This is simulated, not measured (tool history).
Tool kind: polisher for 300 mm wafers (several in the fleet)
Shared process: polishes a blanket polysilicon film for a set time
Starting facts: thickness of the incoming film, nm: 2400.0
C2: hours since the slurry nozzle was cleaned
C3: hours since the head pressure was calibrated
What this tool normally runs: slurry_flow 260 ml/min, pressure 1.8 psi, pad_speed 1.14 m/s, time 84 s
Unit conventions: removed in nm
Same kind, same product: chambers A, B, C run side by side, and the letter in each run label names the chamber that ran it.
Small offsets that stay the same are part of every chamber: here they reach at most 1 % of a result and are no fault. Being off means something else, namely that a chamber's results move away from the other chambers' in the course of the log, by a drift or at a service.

Run 1C, hour 11.9: usual settings; wafers polished on this pad 1037; C2 472.7; C3 396. Result: removed 586.79 nm.
Run 2B, hour 20.7: usual settings; wafers polished on this pad 464; C2 183.7; C3 66.8. Result: removed 578.81 nm.
Run 3A, hour 27.4: usual settings; wafers polished on this pad 604; C2 139; C3 307.4. Result: removed 583.61 nm.
Run 4B, hour 35.6: usual settings; wafers polished on this pad 614; C2 198.6; C3 81.7. Result: removed 578.14 nm.
Run 5A, hour 45.9: usual settings; wafers polished on this pad 790; C2 157.5; C3 325.9. Result: removed 571.02 nm.
At hour 49.5: chamber A: worn pad replaced by a new one.
At hour 51.1: chamber C: worn pad replaced by a new one.
Run 6C, hour 54: usual settings; wafers polished on this pad 29; C2 514.8; C3 438.1. Result: removed 580.75 nm.
Run 7C, hour 66.6: usual settings; wafers polished on this pad 155; C2 527.4; C3 450.7. Result: removed 585.59 nm.
Run 8B, hour 77: usual settings; wafers polished on this pad 1030; C2 240; C3 123.1. Result: removed 573.3 nm.
Run 9A, hour 87.7: usual settings; wafers polished on this pad 384; C2 199.3; C3 367.7. Result: removed 571.96 nm.
Run 10A, hour 97.9: usual settings but slurry_flow 345 ml/min, pad_speed 0.9 m/s; wafers polished on this pad 487; C2 209.5; C3 377.9. Result: removed 472.92 nm.
At hour 99.5: chamber A: head pressure recalibrated.
Run 11C, hour 108.7: usual settings but slurry_flow 345 ml/min, pad_speed 0.9 m/s; wafers polished on this pad 578; C2 569.5; C3 492.8. Result: removed 474.2 nm.
Run 12B, hour 121: usual settings but slurry_flow 345 ml/min, pad_speed 0.9 m/s; wafers polished on this pad 1472; C2 284; C3 167.1. Result: removed 479.07 nm.
Run 13B, hour 130.9: usual settings; wafers polished on this pad 1571; C2 293.9; C3 177. Result: removed 580.43 nm.
At hour 136.2: chamber A: worn pad replaced by a new one.
Run 14C, hour 137.5: usual settings; wafers polished on this pad 867; C2 598.3; C3 521.6. Result: removed 595.33 nm.
At hour 142.9: chamber B: slurry nozzle cleaned.
Run 15A, hour 149.3: usual settings; wafers polished on this pad 132; C2 260.9; C3 49.9. Result: removed 581.96 nm.
Run 16C, hour 157.8: usual settings; wafers polished on this pad 1071; C2 618.6; C3 541.9. Result: removed 580.77 nm.
Run 17A, hour 167.7: usual settings but time 94 s; wafers polished on this pad 317; C2 279.3; C3 68.3. Result: removed 645.86 nm.
Run 18B, hour 175.5: usual settings but time 94 s; wafers polished on this pad 2019; C2 32.6; C3 221.6. Result: removed 646.45 nm.
Run 19C, hour 184.4: usual settings but time 94 s; wafers polished on this pad 1339; C2 645.2; C3 568.5. Result: removed 650.98 nm.
Run 20A, hour 194.6: usual settings; wafers polished on this pad 587; C2 306.2; C3 95.2. Result: removed 570.08 nm.
Run 21B, hour 206.3: usual settings; wafers polished on this pad 2328; C2 63.4; C3 252.4. Result: removed 581.49 nm.
Run 22A, hour 213.6: usual settings; wafers polished on this pad 778; C2 325.2; C3 114.2. Result: removed 584.34 nm.
At hour 215.7: chamber C: worn pad replaced by a new one.
Run 23C, hour 222: usual settings but slurry_flow 180 ml/min, time 61 s; wafers polished on this pad 64; C2 682.8; C3 606.1. Result: removed 411.53 nm.
At hour 229.1: chamber A: worn pad replaced by a new one.
Run 24B, hour 230.4: usual settings but slurry_flow 180 ml/min, time 61 s; wafers polished on this pad 2571; C2 87.5; C3 276.5. Result: removed 394.87 nm.
At hour 235.6: chamber C: slurry nozzle cleaned.
Run 25B, hour 237.5: usual settings but slurry_flow 180 ml/min, time 61 s; wafers polished on this pad 2642; C2 94.6; C3 283.6. Result: removed 385.2 nm.
Run 26A, hour 245.8: usual settings; wafers polished on this pad 168; C2 357.4; C3 146.4. Result: removed 576.2 nm.
Run 27C, hour 258.9: usual settings; wafers polished on this pad 434; C2 23.3; C3 643. Result: removed 594.01 nm.
At hour 260.3: chamber A: slurry nozzle cleaned.
Run 28B, hour 271.4: usual settings; wafers polished on this pad 2982; C2 128.5; C3 317.5. Result: removed 560.12 nm.
Run 29C, hour 284.3: usual settings; wafers polished on this pad 689; C2 48.7; C3 668.4. Result: removed 583.55 nm.
Run 30A, hour 290.8: usual settings; wafers polished on this pad 620; C2 30.5; C3 191.4. Result: removed 581.67 nm.
Run 31A, hour 299.2: usual settings but pressure 1.3 psi; wafers polished on this pad 704; C2 38.9; C3 199.8. Result: removed 421.73 nm.
At hour 303.8: chamber A: worn pad replaced by a new one.
Run 32B, hour 306.5: usual settings but pressure 1.3 psi; wafers polished on this pad 3335; C2 163.6; C3 352.6. Result: removed 397.04 nm.
Run 33C, hour 317.9: usual settings but pressure 1.3 psi; wafers polished on this pad 1027; C2 82.3; C3 702. Result: removed 411.62 nm.
Run 34C, hour 326.6: usual settings; wafers polished on this pad 1114; C2 91; C3 710.7. Result: removed 580.89 nm.
Run 35B, hour 338.8: usual settings; wafers polished on this pad 3659; C2 195.9; C3 384.9. Result: removed 541.62 nm.
Run 36A, hour 352.2: usual settings; wafers polished on this pad 486; C2 91.9; C3 252.8. Result: removed 580.41 nm.
Run 37A, hour 363.9: usual settings; wafers polished on this pad 603; C2 103.6; C3 264.5. Result: removed 570.42 nm.
At hour 369: chamber C: worn pad replaced by a new one.
Run 38B, hour 375.8: usual settings; wafers polished on this pad 4031; C2 232.9; C3 421.9. Result: removed 532.18 nm.
At hour 385.3: chamber A: worn pad replaced by a new one.
Run 39C, hour 389.2: usual settings; wafers polished on this pad 203; C2 153.6; C3 773.3. Result: removed 569.62 nm.
Run 40A, hour 396.4: usual settings; wafers polished on this pad 112; C2 136.1; C3 297. Result: removed 586.36 nm.
Run 41B, hour 406.7: usual settings; wafers polished on this pad 4341; C2 263.8; C3 452.8. Result: removed 519.14 nm.
Run 42C, hour 413.6: usual settings; wafers polished on this pad 448; C2 178; C3 797.7. Result: removed 586.19 nm.

Next, every chamber runs the same settings. What will each give?
Run 43A, hour 423.7: usual settings. Result: removed ?.
Run 43B, hour 423.7: usual settings. Result: removed ?.
Run 43C, hour 423.7: usual settings. Result: removed ?.

run  removed
43A    572.2
43B   520.25
43C   587.29

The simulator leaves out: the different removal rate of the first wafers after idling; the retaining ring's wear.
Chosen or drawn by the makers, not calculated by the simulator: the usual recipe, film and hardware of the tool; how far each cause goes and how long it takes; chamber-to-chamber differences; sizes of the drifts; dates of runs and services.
